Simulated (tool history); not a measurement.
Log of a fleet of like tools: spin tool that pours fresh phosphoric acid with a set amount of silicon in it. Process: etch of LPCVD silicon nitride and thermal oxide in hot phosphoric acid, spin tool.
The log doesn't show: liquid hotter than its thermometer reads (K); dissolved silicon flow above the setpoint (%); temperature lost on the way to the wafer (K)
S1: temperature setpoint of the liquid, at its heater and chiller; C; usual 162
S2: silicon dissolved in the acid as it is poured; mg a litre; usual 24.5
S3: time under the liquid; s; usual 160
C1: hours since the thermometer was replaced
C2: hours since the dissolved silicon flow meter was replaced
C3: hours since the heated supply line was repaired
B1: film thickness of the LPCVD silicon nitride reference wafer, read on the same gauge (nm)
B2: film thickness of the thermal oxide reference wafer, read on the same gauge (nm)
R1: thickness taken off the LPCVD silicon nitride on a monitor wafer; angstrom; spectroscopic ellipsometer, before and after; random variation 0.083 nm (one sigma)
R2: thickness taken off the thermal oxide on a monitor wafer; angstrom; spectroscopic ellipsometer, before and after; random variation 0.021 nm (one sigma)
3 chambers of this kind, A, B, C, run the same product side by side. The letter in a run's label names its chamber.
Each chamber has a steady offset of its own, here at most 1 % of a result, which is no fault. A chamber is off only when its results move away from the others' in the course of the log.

run  hour     S1    S2   S3      C1     C2      C3      B1      B2      R1      R2
 1A   2.7    162  24.5  160    16.3  318.7   742.4  30.029  29.972  149.31  2.7181
 2C   6.2    162  24.5  160  1799.5    638   674.2  30.019  29.997  151.17  2.9441
 3B  10.3    162  24.5  160   298.1  727.9  1126.7   29.98  30.001  151.08  2.8624
 4A  14.2    162  24.5  160    27.8  330.2   753.9  29.996  29.983   152.5  2.8818
 5B  16.5    162  24.5  160   304.3  734.1  1132.9  29.986      30  149.93  2.6565
 6C  19.3    163  24.5  125  1812.6  651.1   687.3  29.995  30.015  123.41  2.4109
 7B  21.3    163  24.5  125   309.1  738.9  1137.7  30.015  30.021  121.29  2.0331
 8A  24.4    163  24.5  125      38  340.4   764.1  30.003   29.99  121.58  2.7558
 9C  28.2    162  24.5  160  1821.5    660   696.2  29.996  30.022  151.09  2.4703
10A  32.5  160.5  24.5  160    46.1  348.5   772.2  30.016  29.995  142.11  2.1584
11C  36.8  160.5  24.5  160  1830.1  668.6   704.8  30.014  29.995  143.87  2.4311
12B  40.7  160.5  24.5  160   328.5  758.3  1157.1  29.985  29.997  143.81  2.8529
13B  43.9    162  24.5  160   331.7  761.5  1160.3  30.002  29.992   151.4  2.9784
14A  47.8    162  24.5  160    61.4  363.8   787.5  29.986  29.974  146.02  2.3985
15C  51.3    162  24.5  160  1844.6  683.1   719.3  29.991  30.002  150.36  2.6272
16A  54.5    162  24.5  160    68.1  370.5   794.2  30.012  30.031  146.83  2.5639
17B  58.3    162  24.5  160   346.1  775.9  1174.7  29.983      30  149.74   2.893
18C  61.1    162  24.5  160  1854.4  692.9   729.1  29.989  29.985  152.09  2.4514
19A  65.1    163  24.5   70    78.7  381.1   804.8  30.001  29.989  64.839  1.1741
20C  68.9    163  24.5   70  1862.2  700.7   736.9  29.995  30.031  68.864  1.4272
21B  71.4    163  24.5   70   359.2    789  1187.8  30.004  30.037  68.025  1.3257

All 3 chambers run these settings next. Forecast each chamber's results:
22A  74.7  162  40.5  160                       ?   ?
22B  74.7  162  40.5  160                       ?   ?
22C  74.7  162  40.5  160                       ?   ?

run      R1      R2
22A  141.71  1.2154
22B  151.32  1.2298
22C  151.69  1.3038

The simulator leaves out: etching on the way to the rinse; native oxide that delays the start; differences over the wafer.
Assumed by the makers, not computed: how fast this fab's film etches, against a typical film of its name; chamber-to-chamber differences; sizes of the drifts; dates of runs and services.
